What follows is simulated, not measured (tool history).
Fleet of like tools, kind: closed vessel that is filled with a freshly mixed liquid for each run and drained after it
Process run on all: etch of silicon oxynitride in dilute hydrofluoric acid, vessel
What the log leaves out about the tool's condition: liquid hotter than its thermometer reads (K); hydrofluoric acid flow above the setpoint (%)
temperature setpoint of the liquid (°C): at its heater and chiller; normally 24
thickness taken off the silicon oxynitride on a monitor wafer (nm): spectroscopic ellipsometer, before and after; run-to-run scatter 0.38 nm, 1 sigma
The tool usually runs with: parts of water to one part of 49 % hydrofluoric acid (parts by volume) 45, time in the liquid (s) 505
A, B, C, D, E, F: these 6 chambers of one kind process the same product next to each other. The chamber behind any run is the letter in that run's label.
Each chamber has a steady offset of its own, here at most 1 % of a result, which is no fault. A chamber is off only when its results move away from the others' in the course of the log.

| run | hour | temperature setpoint of the liquid (°C) | parts of water to one part of 49 % hydrofluoric acid (parts by volume) | time in the liquid (s) | hours since the thermometer was replaced | hours since the hydrofluoric acid flow meter was replaced | read-back film thickness of the silicon oxynitride reference wafer, read on the same gauge (nm) | thickness taken off the silicon oxynitride on a monitor wafer (nm) |
|---|---|---|---|---|---|---|---|---|
| 1D | 9.1 | 24 | 45 | 505 | 289.2 | 977.8 | 150.01 | 38.708 |
| 2B | 14.4 | 24 | 45 | 505 | 812.8 | 210.7 | 149.98 | 38.985 |
| 3C | 20.7 | 24 | 45 | 505 | 403.3 | 373.1 | 150.01 | 38.176 |
| 4F | 29 | 24 | 45 | 505 | 66.1 | 1064 | 150.01 | 39.168 |
| 5A | 34.2 | 24 | 45 | 505 | 802.3 | 291.6 | 150.01 | 39.134 |
| 6E | 42.6 | 24 | 45 | 505 | 1752.5 | 1782.7 | 150 | 39.148 |
| 7F | 48.9 | 27.5 | 45 | 505 | 86 | 1083.9 | 150.01 | 46.038 |
| 8D | 53.9 | 27.5 | 45 | 505 | 334 | 1022.6 | 150.01 | 46.155 |
| 9B | 58.7 | 27.5 | 45 | 505 | 857.1 | 255 | 150 | 45.87 |
| 10C | 65.8 | 27.5 | 45 | 505 | 448.4 | 418.2 | 149.99 | 46.718 |
| 11A | 72.4 | 27.5 | 45 | 505 | 840.5 | 329.8 | 150 | 46.416 |
| 12E | 78.5 | 27.5 | 45 | 505 | 1788.4 | 1818.6 | 149.99 | 46.704 |
| 13E | 85.6 | 24 | 45 | 505 | 1795.5 | 1825.7 | 149.99 | 39.445 |
| 14A | 92.4 | 24 | 45 | 505 | 860.5 | 349.8 | 149.99 | 39.727 |
| 15B | 97.4 | 24 | 45 | 505 | 895.8 | 293.7 | 150.01 | 39.046 |
| 16C | 104.9 | 28.5 | 45 | 505 | 487.5 | 457.3 | 150 | 48.399 |
| 17F | 111.1 | 28.5 | 45 | 505 | 148.2 | 1146.1 | 149.99 | 48.267 |
| 18D | 116.9 | 28.5 | 45 | 505 | 397 | 1085.6 | 149.98 | 48.367 |
| 19B | 122.2 | 28.5 | 45 | 505 | 920.6 | 318.5 | 149.98 | 47.869 |
| 20C | 132.1 | 28.5 | 45 | 505 | 514.7 | 484.5 | 150.01 | 47.908 |
| 21D | 140.7 | 28.5 | 45 | 505 | 420.8 | 1109.4 | 150 | 48.805 |
| 22F | 146.6 | 24 | 45 | 505 | 183.7 | 1181.6 | 150 | 38.614 |
|  | 152.2 | chamber E: thermometer replaced |
| 23A | 155.3 | 24 | 45 | 505 | 923.4 | 412.7 | 150.01 | 38.329 |
| 24E | 160.7 | 24 | 45 | 505 | 8.6 | 1900.8 | 150.01 | 39.403 |
| 25E | 166.7 | 24 | 45 | 505 | 14.6 | 1906.8 | 149.99 | 39.737 |
| 26B | 176.1 | 27.5 | 25 | 505 | 974.5 | 372.4 | 150 | 81.343 |
| 27F | 183.2 | 27.5 | 25 | 505 | 220.3 | 1218.2 | 150 | 86.48 |
| 28D | 188.7 | 27.5 | 25 | 505 | 468.8 | 1157.4 | 150.01 | 83.372 |
| 29A | 197.4 | 27.5 | 25 | 505 | 965.5 | 454.8 | 150 | 85.613 |
| 30C | 206.3 | 27.5 | 25 | 505 | 588.9 | 558.7 | 149.99 | 84.306 |
| 31C | 211.5 | 27.5 | 25 | 505 | 594.1 | 563.9 | 150.01 | 83.094 |
| 32B | 218.6 | 24 | 45 | 505 | 1017 | 414.9 | 149.99 | 38.798 |
| 33F | 226.4 | 24 | 50 | 250 | 263.5 | 1261.4 | 150 | 18.557 |
| 34A | 233.2 | 24 | 50 | 250 | 1001.3 | 490.6 | 150.01 | 17.333 |
| 35E | 242.4 | 24 | 50 | 250 | 90.3 | 1982.5 | 149.99 | 17.335 |
| 36D | 249.8 | 24 | 50 | 250 | 529.9 | 1218.5 | 150 | 17.233 |
|  | 257.5 | chamber A: hydrofluoric acid flow meter replaced |
| 37B | 258.1 | 24 | 50 | 250 | 1056.5 | 454.4 | 150 | 17.417 |
|  | 259 | chamber D: thermometer replaced |
| 38F | 262.8 | 24 | 50 | 250 | 299.9 | 1297.8 | 149.99 | 18.725 |
| 39E | 271.3 | 24 | 50 | 215 | 119.2 | 2011.4 | 150 | 15.176 |
| 40D | 281.2 | 24 | 50 | 215 | 22.2 | 1249.9 | 149.99 | 15.074 |
| 41A | 287.7 | 24 | 50 | 215 | 1055.8 | 30.3 | 150 | 14.847 |
| 42C | 293.8 | 24 | 50 | 215 | 676.4 | 646.2 | 149.99 | 14.9 |
| 43F | 300.9 | 24 | 50 | 215 | 338 | 1335.9 | 150 | 16.51 |

All 6 chambers run these settings next. Forecast each chamber's results:
| 44A | 308 | 24 | 45 | 505 |  |  |  | ? |
| 44B | 308 | 24 | 45 | 505 |  |  |  | ? |
| 44C | 308 | 24 | 45 | 505 |  |  |  | ? |
| 44D | 308 | 24 | 45 | 505 |  |  |  | ? |
| 44E | 308 | 24 | 45 | 505 |  |  |  | ? |
| 44F | 308 | 24 | 45 | 505 |  |  |  | ? |

| run | thickness taken off the silicon oxynitride on a monitor wafer (nm) |
|---|---|
| 44A | 38.781 |
| 44B | 39.064 |
| 44C | 39.28 |
| 44D | 39 |
| 44E | 39.23 |
| 44F | 43.447 |
